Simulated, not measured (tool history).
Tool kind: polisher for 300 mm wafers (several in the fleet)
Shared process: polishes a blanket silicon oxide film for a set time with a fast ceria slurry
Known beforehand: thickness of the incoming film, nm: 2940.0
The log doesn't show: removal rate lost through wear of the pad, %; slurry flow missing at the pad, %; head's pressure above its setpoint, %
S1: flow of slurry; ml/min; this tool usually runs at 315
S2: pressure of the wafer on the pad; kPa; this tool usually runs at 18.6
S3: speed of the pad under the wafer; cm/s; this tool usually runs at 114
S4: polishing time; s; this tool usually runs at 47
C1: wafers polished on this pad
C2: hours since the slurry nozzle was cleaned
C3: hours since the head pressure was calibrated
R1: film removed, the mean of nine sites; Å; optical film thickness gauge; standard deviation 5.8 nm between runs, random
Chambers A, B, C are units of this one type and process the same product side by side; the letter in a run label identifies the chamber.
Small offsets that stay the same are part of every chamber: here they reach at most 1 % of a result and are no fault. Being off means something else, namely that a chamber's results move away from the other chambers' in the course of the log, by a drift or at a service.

run   hour   S1    S2   S3  S4    C1     C2     C3      R1
 1C    9.8  315  18.6  114  47   683  336.3   24.6  7160.6
      13.9  -- chamber A: worn pad replaced by a new one
 2A   16.8  315  18.6  114  47    40  270.8  266.4  7100.4
      24.6  -- chamber C: worn pad replaced by a new one
 3B   24.7  315  18.6  114  47   688  385.6  720.7  7202.3
 4A   29.5  315  18.6  114  47   215  283.5  279.1  7181.8
      37.7  -- chamber B: worn pad replaced by a new one
 5C   39.9  315  18.6  114  47   211  366.4   54.7    7194
 6B   47.7  315  18.6  114  47   138  408.6  743.7  7271.6
 7A   55.7  315  18.6  114  47   576  309.7  305.3  7169.1
 8B   64.9  315  24.1  114  47   375  425.8  760.9  9372.2
 9C   71.5  315  24.1  114  47   647    398   86.3  9397.2
      76.5  -- chamber C: slurry nozzle cleaned
10C   77.4  315  24.1  114  47   728    0.9   92.2  9356.7
      77.7  -- chamber C: worn pad replaced by a new one
11B     85  315  18.6  114  47   652  445.9    781  7292.6
12A   94.2  315  18.6  114  47  1107  348.2  343.8  7083.3
      99.8  -- chamber B: worn pad replaced by a new one
13C  101.1  315  18.6  114  47   322   24.6  115.9  7218.4
     101.9  -- chamber A: slurry nozzle cleaned
14B  107.4  315  18.6  114  47   105  468.3  803.4  7187.2
       112  -- chamber A: worn pad replaced by a new one
15A  117.8  315  18.6  114  47    80   15.9  367.4  7095.9
16B    124  315  18.6  114  47   333  484.9    820  7069.8
     128.6  -- chamber C: worn pad replaced by a new one
17A  129.3  315  18.6  114  47   238   27.4  378.9  7036.3
18C  138.7  315  18.6  114  47   140   62.2  153.5    7344
19A  143.6  315  18.6  114  47   436   41.7  393.2  7020.2
20C  151.6  315  18.6  114  47   318   75.1  166.4    7143
21B  159.3  315  18.6  114  47   820  520.2  855.3  7215.5
     160.3  -- chamber B: worn pad replaced by a new one
22A  166.8  315  18.6  114  47   756   64.9  416.4  7139.1
     170.8  -- chamber A: head pressure recalibrated
23B  175.9  315  18.6  114  47   215  536.8  871.9  7166.3
     179.7  -- chamber C: worn pad replaced by a new one
24C  181.3  315  18.6  114  47    22  104.8  196.1  7171.3
25A  187.7  315  18.6  114  47  1044   85.8     17    7154
26C  193.1  315  18.6  114  47   184  116.6  207.9  7188.6
27B  199.8  315  18.6  114  47   545  560.7  895.8  7205.8
     206.9  -- chamber A: worn pad replaced by a new one
28C  207.9  315  18.6  114  47   388  131.4  222.7  7236.6
29A  214.2  385  18.6  114  53   100  112.3   43.5  8199.8
30B  222.8  385  18.6  114  53   862  583.7  918.8  8254.6
     227.4  -- chamber B: worn pad replaced by a new one
31C  227.6  385  18.6  114  53   660  151.1  242.4    8260
     228.9  -- chamber C: worn pad replaced by a new one
32A  235.9  315  18.6  114  47   400    134   65.2  7078.3
33B  244.7  315  18.6  114  47   239  605.6  940.7  7212.8
34C  250.3  315  18.6  114  32   295  173.8  265.1  4967.3
35B  256.1  315  18.6  114  32   396    617  952.1  4892.3
36A  261.4  315  18.6  114  32   751  159.5   90.7  4796.7
37B  268.2  315  18.6  114  47   563  629.1  964.2  7335.6
38A  274.5  315  18.6  114  47   932  172.6  103.8  7171.2
39C  279.7  315  18.6  114  47   701  203.2  294.5  7155.7
     283.4  -- chamber B: worn pad replaced by a new one
40B  288.8  315  18.6  114  47    75  649.7  984.8  7176.4

For the next run the whole fleet of 3 chambers uses the same settings. Give each chamber's results:
41A  296.4  375  18.6  114  47               ?
41B  296.4  375  18.6  114  47               ?
41C  296.4  375  18.6  114  47               ?

run      R1
41A  7158.2
41B  7268.6
41C  7231.2

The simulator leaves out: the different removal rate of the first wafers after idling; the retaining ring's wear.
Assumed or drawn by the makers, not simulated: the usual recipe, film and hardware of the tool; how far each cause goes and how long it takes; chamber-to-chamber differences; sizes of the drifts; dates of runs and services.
